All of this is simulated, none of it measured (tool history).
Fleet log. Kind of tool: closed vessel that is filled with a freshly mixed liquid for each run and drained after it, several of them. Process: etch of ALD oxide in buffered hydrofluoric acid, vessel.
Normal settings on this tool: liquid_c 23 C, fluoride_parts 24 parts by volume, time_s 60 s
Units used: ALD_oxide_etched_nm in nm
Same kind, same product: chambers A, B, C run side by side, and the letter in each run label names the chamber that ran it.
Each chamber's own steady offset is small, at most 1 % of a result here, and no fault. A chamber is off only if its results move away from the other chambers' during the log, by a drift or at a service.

| run | hour | liquid_c | fluoride_parts | time_s | hours since the thermometer was replaced | hours since the hydrofluoric acid flow meter was replaced | read-back film thickness of the ALD oxide reference wafer, read on the same gauge (nm) | ALD_oxide_etched_nm |
|---|---|---|---|---|---|---|---|---|
| 1B | 4.1 | 23 | 24 | 60 | 891.7 | 738.9 | 139.97 | 63.331 |
| 2C | 7.1 | 23 | 24 | 60 | 182.4 | 1427.6 | 139.98 | 64.826 |
| 3A | 11.3 | 23 | 24 | 60 | 1931.9 | 135 | 139.99 | 64.473 |
| 4B | 15.6 | 23 | 24 | 60 | 903.2 | 750.4 | 140.01 | 63.62 |
| 5C | 19.8 | 23 | 24 | 80 | 195.1 | 1440.3 | 140.01 | 87.1 |
| 6A | 23.2 | 23 | 24 | 80 | 1943.8 | 146.9 | 140.02 | 86.298 |
| 7C | 28.4 | 23 | 24 | 80 | 203.7 | 1448.9 | 140.02 | 86.114 |
| 8B | 33 | 23 | 24 | 60 | 920.6 | 767.8 | 139.98 | 63.6 |
| 9A | 36.4 | 23 | 24 | 60 | 1957 | 160.1 | 139.95 | 64.112 |
| 10B | 42 | 23 | 24 | 50 | 929.6 | 776.8 | 140.03 | 52.868 |
| 11A | 47.3 | 23 | 24 | 50 | 1967.9 | 171 | 139.96 | 51.903 |
| 12C | 51.7 | 23 | 24 | 50 | 227 | 1472.2 | 140.01 | 53.113 |
| 13B | 58.3 | 23 | 24 | 60 | 945.9 | 793.1 | 139.95 | 62.952 |
| 14C | 62.4 | 23 | 24 | 60 | 237.7 | 1482.9 | 140 | 64.982 |
| 15A | 65.9 | 23 | 24 | 60 | 1986.5 | 189.6 | 140.03 | 61.515 |
| 16B | 70.2 | 23 | 24 | 60 | 957.8 | 805 | 139.98 | 63.396 |
| 17C | 73.3 | 20.5 | 30 | 60 | 248.6 | 1493.8 | 139.97 | 48.254 |
| 18A | 77.6 | 20.5 | 30 | 60 | 1998.2 | 201.3 | 139.98 | 43.955 |
| 19B | 81.5 | 20.5 | 30 | 60 | 969.1 | 816.3 | 139.99 | 47.727 |
| 20A | 86.8 | 23 | 17 | 60 | 2007.4 | 210.5 | 140.04 | 77.338 |

Each of the 3 chambers runs these same settings next. Fill in every chamber's results:
| 21A | 91.5 | 23 | 27 | 60 |  |  |  | ? |
| 21B | 91.5 | 23 | 27 | 60 |  |  |  | ? |
| 21C | 91.5 | 23 | 27 | 60 |  |  |  | ? |

| run | ALD_oxide_etched_nm |
|---|---|
| 21A | 54.595 |
| 21B | 58.391 |
| 21C | 59.554 |
